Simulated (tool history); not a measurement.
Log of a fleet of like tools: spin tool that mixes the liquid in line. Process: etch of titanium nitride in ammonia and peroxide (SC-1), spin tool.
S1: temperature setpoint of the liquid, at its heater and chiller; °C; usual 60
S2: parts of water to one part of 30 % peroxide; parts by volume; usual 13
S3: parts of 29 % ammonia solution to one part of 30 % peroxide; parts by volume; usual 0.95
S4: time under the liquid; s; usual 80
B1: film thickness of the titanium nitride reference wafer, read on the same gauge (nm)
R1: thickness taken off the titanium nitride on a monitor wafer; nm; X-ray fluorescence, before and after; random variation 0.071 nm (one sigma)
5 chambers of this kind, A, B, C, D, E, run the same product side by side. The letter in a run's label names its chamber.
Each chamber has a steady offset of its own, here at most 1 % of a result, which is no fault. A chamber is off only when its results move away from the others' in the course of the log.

run	hour	S1	S2	S3	S4	B1	R1
1D	4	60	13	0.95	80	49.997	8.1955
2B	7.7	60	13	0.95	80	49.964	8.1803
3C	11.5	60	13	0.95	80	50.053	8.2413
4E	18.1	60	13	0.95	80	50.02	8.3171
5A	22.4	60	13	0.95	80	50.023	8.1628
6E	27.5	60	13	0.95	80	49.987	8.2699
7A	34.6	60	13	0.95	80	49.996	8.1805
8C	40.2	60	13	0.95	80	49.981	8.167
9D	43.4	60	13	0.95	80	49.995	8.2641
10B	46.6	60	18.5	0.55	80	50.006	6.1064
11B	52.2	60	18.5	0.55	80	49.98	6.1231
12E	56.8	60	18.5	0.55	80	49.982	6.2023
13A	63	60	18.5	0.55	80	50.029	6.2439
14C	66.7	60	18.5	0.55	80	50	6.1943
15D	71.4	60	13	0.95	80	49.996	8.3312
16E	74.9	60	13	0.95	80	50.001	8.1678
17B	81.6	60	13	0.95	80	49.988	8.2403
18D	85.3	60	13	0.95	80	49.987	8.2569
19A	88.6	54	13	0.95	80	50.003	5.425
20C	95.3	54	13	0.95	80	49.977	5.584
21B	102.5	54	13	0.95	80	50.017	5.399
22A	108.5	54	13	0.95	80	50.021	5.4419
23E	114.1	54	13	0.95	80	50.022	5.2642
24D	117.8	60	13	0.95	80	49.974	8.157
25C	123.6	60	13	0.95	80	50.036	8.2758
26B	129.9	65	13	0.95	80	50.007	11.302
27E	133.9	65	13	0.95	80	50.013	10.899
28A	139.7	65	13	0.95	80	49.975	11.242
29C	143.3	65	13	0.95	80	49.984	11.325
30D	146.5	65	13	0.95	80	49.989	11.353
31C	150.9	60	13	0.95	80	49.999	8.209
32A	158.1	60	13	0.95	80	49.99	8.1639
33B	161.2	60	13	0.95	80	50.007	8.2125
34D	165.4	60	13	0.95	80	49.997	8.3584
35E	169.3	60	13	0.95	80	49.977	7.6199
36D	174.8	60	13	0.95	80	49.991	8.2666
37A	181.8	60	13	0.95	80	49.992	8.337
# hour 183.8: chamber E: ammonia flow meter replaced
38E	187.6	60	7.5	0.95	110	49.98	13.761
39B	193.8	60	7.5	0.95	110	50.016	14.548

All 5 chambers run these settings next. Forecast each chamber's results:
40A	199	60	13	0.95	80		?
40B	199	60	13	0.95	80		?
40C	199	60	13	0.95	80		?
40D	199	60	13	0.95	80		?
40E	199	60	13	0.95	80		?

run	R1
40A	8.2188
40B	8.1733
40C	8.233
40D	8.2968
40E	7.4141

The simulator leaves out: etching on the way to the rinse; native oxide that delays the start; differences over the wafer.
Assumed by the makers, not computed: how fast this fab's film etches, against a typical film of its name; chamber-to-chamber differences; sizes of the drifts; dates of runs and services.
